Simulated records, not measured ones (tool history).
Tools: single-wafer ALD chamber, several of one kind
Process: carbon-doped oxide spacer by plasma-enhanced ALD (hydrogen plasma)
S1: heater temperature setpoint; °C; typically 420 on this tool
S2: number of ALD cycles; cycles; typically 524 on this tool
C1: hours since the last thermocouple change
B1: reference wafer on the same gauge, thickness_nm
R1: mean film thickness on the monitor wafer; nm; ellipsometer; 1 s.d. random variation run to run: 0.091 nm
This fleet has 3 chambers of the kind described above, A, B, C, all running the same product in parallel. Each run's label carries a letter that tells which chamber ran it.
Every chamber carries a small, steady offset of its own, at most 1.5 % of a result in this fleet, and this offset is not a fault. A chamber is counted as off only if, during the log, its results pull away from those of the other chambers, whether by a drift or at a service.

run,day,S1,S2,C1,B1,R1
1C,0.342,420,524,338.9,24.909,24.682
2B,0.571,420,524,672.8,24.884,24.514
3A,0.788,420,524,1107.2,24.906,24.911
4A,1.075,420,524,1114.1,24.894,24.896
5C,1.438,420,524,365.2,24.903,24.999
6B,1.658,420,524,698.9,24.903,24.308
7C,1.942,420,524,377.3,24.900,24.765
8B,2.233,420,524,712.7,24.897,24.558
9A,2.533,420,524,1149.1,24.902,24.847
10C,2.771,420,524,397.2,24.906,24.725
11B,3.021,420,524,731.6,24.901,24.410
12A,3.417,420,524,1170.3,24.916,24.963
13B,3.625,433,524,746.1,24.891,23.432
14C,3.983,433,524,426.3,24.906,23.774
15A,4.362,433,524,1193.0,24.902,23.904
16C,4.642,420,524,442.1,24.934,24.831
17A,5.088,420,524,1210.4,24.900,24.947
18B,5.317,420,524,786.7,24.895,24.490
19C,5.567,420,524,464.3,24.885,24.694
20A,5.879,420,524,1229.4,24.894,24.963
21B,6.283,420,524,809.9,24.892,24.510
22A,6.725,426,471,1249.7,24.912,22.042
23B,7.079,426,471,829.0,24.907,21.576
24C,7.483,426,471,510.3,24.878,21.905
25A,7.825,420,524,1276.1,24.903,24.747
26C,8.125,420,524,525.7,24.922,24.777
27B,8.475,420,524,862.5,24.879,24.433
28C,8.788,420,524,541.6,24.918,24.784
29A,9.088,434,564,1306.4,24.914,25.684
30B,9.333,434,564,883.1,24.907,25.094
31C,9.658,434,564,562.5,24.898,25.374
32B,9.946,420,524,897.8,24.896,24.553
33A,10.258,420,524,1334.5,24.882,24.913
34C,10.671,420,437,586.8,24.875,20.711
35A,10.954,420,437,1351.2,24.918,20.679
36B,11.379,420,437,932.2,24.896,20.363
37A,11.771,420,524,1370.8,24.888,24.832
38B,12.050,420,524,948.3,24.895,24.443
39C,12.462,420,524,629.8,24.903,24.703
40C,12.688,420,524,635.2,24.914,24.860

Next, all 3 chambers run the settings below, one line each with question marks for the results. What does each chamber give?
41A,13.008,420,431,,,?
41B,13.008,420,431,,,?
41C,13.008,420,431,,,?

run,R1
41A,20.515
41B,20.097
41C,20.384
